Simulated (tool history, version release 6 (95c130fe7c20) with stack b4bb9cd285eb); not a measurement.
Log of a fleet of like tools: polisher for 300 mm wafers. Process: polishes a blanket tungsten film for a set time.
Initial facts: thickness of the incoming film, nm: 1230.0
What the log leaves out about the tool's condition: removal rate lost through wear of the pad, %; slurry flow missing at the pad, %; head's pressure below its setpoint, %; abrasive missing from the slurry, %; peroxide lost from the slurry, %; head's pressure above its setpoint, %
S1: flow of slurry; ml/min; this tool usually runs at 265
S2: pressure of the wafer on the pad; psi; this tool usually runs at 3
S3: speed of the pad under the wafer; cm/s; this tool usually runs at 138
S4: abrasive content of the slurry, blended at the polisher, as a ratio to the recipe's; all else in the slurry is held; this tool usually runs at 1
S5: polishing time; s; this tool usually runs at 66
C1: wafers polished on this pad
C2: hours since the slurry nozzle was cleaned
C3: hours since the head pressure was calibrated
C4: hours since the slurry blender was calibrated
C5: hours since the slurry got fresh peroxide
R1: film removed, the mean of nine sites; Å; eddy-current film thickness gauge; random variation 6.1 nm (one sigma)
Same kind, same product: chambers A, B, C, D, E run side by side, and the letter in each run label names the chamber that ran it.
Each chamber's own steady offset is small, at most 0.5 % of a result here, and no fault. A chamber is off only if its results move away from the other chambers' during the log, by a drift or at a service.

| run | day | S1 | S2 | S3 | S4 | S5 | C1 | C2 | C3 | C4 | C5 | R1 |
|---|---|---|---|---|---|---|---|---|---|---|---|---|
|  | 0.121 | chamber C: worn pad replaced by a new one |
| 1B | 0.308 | 265 | 3 | 138 | 1 | 66 | 1223 | 782.3 | 340.1 | 54.8 | 116.3 | 4242.2 |
|  | 0.396 | chamber D: slurry tank refilled with fresh slurry and peroxide |
|  | 0.417 | chamber A: worn pad replaced by a new one |
|  | 0.479 | chamber C: slurry tank refilled with fresh slurry and peroxide |
| 2D | 0.608 | 265 | 3 | 138 | 1 | 66 | 800 | 914.8 | 234.2 | 50.2 | 5.2 | 4155.9 |
|  | 0.842 | chamber D: worn pad replaced by a new one |
| 3E | 0.858 | 265 | 3 | 138 | 1 | 66 | 725 | 350.8 | 922.4 | 271 | 49.5 | 4246 |
|  | 1.104 | chamber B: slurry nozzle cleaned |
| 4A | 1.146 | 265 | 3 | 138 | 1 | 66 | 241 | 61.1 | 251.7 | 226.4 | 44.3 | 4211.6 |
|  | 1.204 | chamber D: slurry nozzle cleaned |
| 5C | 1.362 | 265 | 3 | 138 | 1 | 66 | 409 | 490.8 | 307.9 | 117.7 | 21.3 | 4063.4 |
|  | 1.571 | chamber B: worn pad replaced by a new one |
|  | 1.608 | chamber C: slurry blender recalibrated |
| 6B | 1.7 | 265 | 3 | 138 | 1 | 66 | 43 | 14.3 | 373.5 | 88.2 | 149.7 | 4080.6 |
|  | 1.804 | chamber A: slurry tank refilled with fresh slurry and peroxide |
|  | 1.938 | chamber B: slurry tank refilled with fresh slurry and peroxide |
| 7C | 1.938 | 265 | 3 | 138 | 1 | 66 | 599 | 504.6 | 321.7 | 7.9 | 35.1 | 4157.2 |
|  | 2.071 | chamber C: worn pad replaced by a new one |
|  | 2.167 | chamber E: worn pad replaced by a new one |
|  | 2.179 | chamber D: slurry tank refilled with fresh slurry and peroxide |
| 8A | 2.196 | 265 | 3 | 138 | 0.75 | 66 | 587 | 86.3 | 276.9 | 251.6 | 9.4 | 3916.3 |
|  | 2.221 | chamber A: worn pad replaced by a new one |
| 9D | 2.508 | 265 | 3 | 138 | 0.75 | 66 | 550 | 31.4 | 279.8 | 95.8 | 8 | 3948 |
| 10E | 2.883 | 265 | 3 | 138 | 0.75 | 66 | 237 | 399.4 | 971 | 319.6 | 98.1 | 3941.8 |
|  | 2.971 | chamber E: slurry blender recalibrated |
| 11D | 3.246 | 265 | 3 | 138 | 0.75 | 66 | 793 | 49.1 | 297.5 | 113.5 | 25.7 | 3846.3 |
|  | 3.412 | chamber D: worn pad replaced by a new one |
| 12E | 3.45 | 265 | 3 | 138 | 0.75 | 66 | 424 | 413 | 984.6 | 11.5 | 111.7 | 4004.9 |
| 13C | 3.662 | 265 | 3 | 138 | 1 | 66 | 524 | 546 | 363.1 | 49.3 | 76.5 | 4142.4 |
|  | 3.767 | chamber C: worn pad replaced by a new one |
| 14B | 3.892 | 265 | 3 | 138 | 1 | 66 | 766 | 66.9 | 426.1 | 140.8 | 46.9 | 4152.3 |
|  | 3.988 | chamber A: worn pad replaced by a new one |
|  | 4.004 | chamber D: slurry tank refilled with fresh slurry and peroxide |
|  | 4.138 | chamber E: slurry tank refilled with fresh slurry and peroxide |
| 15A | 4.188 | 265 | 3 | 138 | 1 | 66 | 66 | 134.1 | 324.7 | 299.4 | 57.2 | 4214.3 |
|  | 4.471 | chamber A: slurry tank refilled with fresh slurry and peroxide |
| 16E | 4.571 | 265 | 3.7 | 138 | 1 | 66 | 793 | 439.9 | 1011.5 | 38.4 | 10.4 | 5176.5 |
|  | 4.621 | chamber A: head pressure recalibrated |
| 17D | 4.808 | 265 | 3.7 | 138 | 1 | 66 | 460 | 86.6 | 335 | 151 | 19.3 | 5189 |
|  | 4.917 | chamber E: worn pad replaced by a new one |
| 18B | 5.138 | 265 | 3.7 | 138 | 1 | 66 | 1176 | 96.8 | 456 | 170.7 | 76.8 | 5206.8 |
| 19C | 5.446 | 265 | 3.7 | 138 | 1 | 66 | 554 | 588.8 | 405.9 | 92.1 | 119.3 | 5093.9 |
|  | 5.575 | chamber C: worn pad replaced by a new one |
|  | 5.588 | chamber D: worn pad replaced by a new one |
| 20A | 5.796 | 265 | 3.7 | 138 | 1 | 66 | 596 | 172.7 | 28.3 | 338 | 31.9 | 4780.1 |
| 21D | 6.042 | 265 | 3 | 138 | 1 | 66 | 150 | 116.2 | 364.6 | 180.6 | 48.9 | 4272.8 |
|  | 6.096 | chamber A: worn pad replaced by a new one |
|  | 6.121 | chamber D: slurry tank refilled with fresh slurry and peroxide |
|  | 6.162 | chamber C: slurry tank refilled with fresh slurry and peroxide |
| 22A | 6.412 | 265 | 3 | 120 | 1 | 66 | 104 | 187.5 | 43.1 | 352.8 | 46.7 | 3374.1 |
|  | 6.512 | chamber B: worn pad replaced by a new one |
|  | 6.621 | chamber B: head pressure recalibrated |
|  | 6.646 | chamber C: slurry blender recalibrated |
| 23C | 6.796 | 265 | 3 | 120 | 1 | 66 | 403 | 621.2 | 438.3 | 3.7 | 15.2 | 3566.2 |
| 24B | 6.967 | 265 | 3 | 120 | 1 | 66 | 150 | 140.7 | 8.4 | 214.6 | 120.7 | 3613.2 |
|  | 7.012 | chamber A: slurry tank refilled with fresh slurry and peroxide |
| 25E | 7.146 | 265 | 3 | 120 | 1 | 66 | 735 | 501.7 | 1073.3 | 100.2 | 72.2 | 3684.6 |
| 26B | 7.429 | 265 | 3 | 120 | 1 | 66 | 302 | 151.8 | 19.5 | 225.7 | 131.8 | 3555 |
|  | 7.621 | chamber C: worn pad replaced by a new one |
| 27D | 7.654 | 265 | 3 | 138 | 1.15 | 66 | 681 | 154.9 | 403.3 | 219.3 | 36.9 | 4320.3 |
|  | 7.688 | chamber E: worn pad replaced by a new one |
|  | 7.954 | chamber D: slurry tank refilled with fresh slurry and peroxide |
| 28E | 7.979 | 265 | 3 | 138 | 1.15 | 66 | 97 | 521.7 | 1093.3 | 120.2 | 92.2 | 4470 |
|  | 8.092 | chamber D: worn pad replaced by a new one |
|  | 8.125 | chamber D: slurry blender recalibrated |
|  | 8.217 | chamber A: worn pad replaced by a new one |
| 29C | 8.304 | 265 | 3 | 138 | 1.15 | 66 | 225 | 657.4 | 474.5 | 39.9 | 51.4 | 4265.6 |
| 30A | 8.621 | 265 | 3 | 138 | 1.15 | 66 | 133 | 240.5 | 96.1 | 405.8 | 38.6 | 4010 |
| 31C | 8.996 | 265 | 3 | 138 | 1.15 | 66 | 453 | 674 | 491.1 | 56.5 | 68 | 4348.4 |
|  | 9.267 | chamber A: slurry blender recalibrated |
| 32D | 9.375 | 265 | 3 | 138 | 1 | 66 | 424 | 196.2 | 444.6 | 30.1 | 34.2 | 4216.1 |
| 33A | 9.662 | 265 | 3 | 138 | 1 | 66 | 477 | 265.5 | 121.1 | 9.5 | 63.6 | 3949.3 |

Is one chamber out of step, is the gauge drifting, or do the chambers differ by no more than their own small offsets? For an off chamber, give its letter and the likeliest cause.

A service on chamber A put it out of line with the rest.
What lies behind it: head's pressure below its setpoint, % = 7.31.

Chamber A could run next with any of the 4 candidate recipes listed below; each alters the usual settings, and their results appear as question marks. Which one brings its results back in line with what the other chambers deliver on the usual settings?
Maximum distance from the other chambers' mean on the usual settings for a result to count as in line: R1 210 Å
| 34A-1 | 9.942 | 265 | 3 | 138 | 1.3 | 66 |  |  |  |  |  | ? |
| 34A-2 | 9.942 | 265 | 3.2 | 146 | 1 | 70 |  |  |  |  |  | ? |
| 34A-3 | 9.942 | 265 | 3 | 128 | 1 | 66 |  |  |  |  |  | ? |
| 34A-4 | 9.942 | 265 | 2.9 | 130 | 1 | 62 |  |  |  |  |  | ? |

Mean of the other chambers on the usual settings: R1 4163.6 Å
| run | R1 |
|---|---|
| 34A-1 | 4095.2 |
| 34A-2 | 4600 |
| 34A-3 | 3566.4 |
| 34A-4 | 3289.1 |
34A-1 brings the chamber back in line.
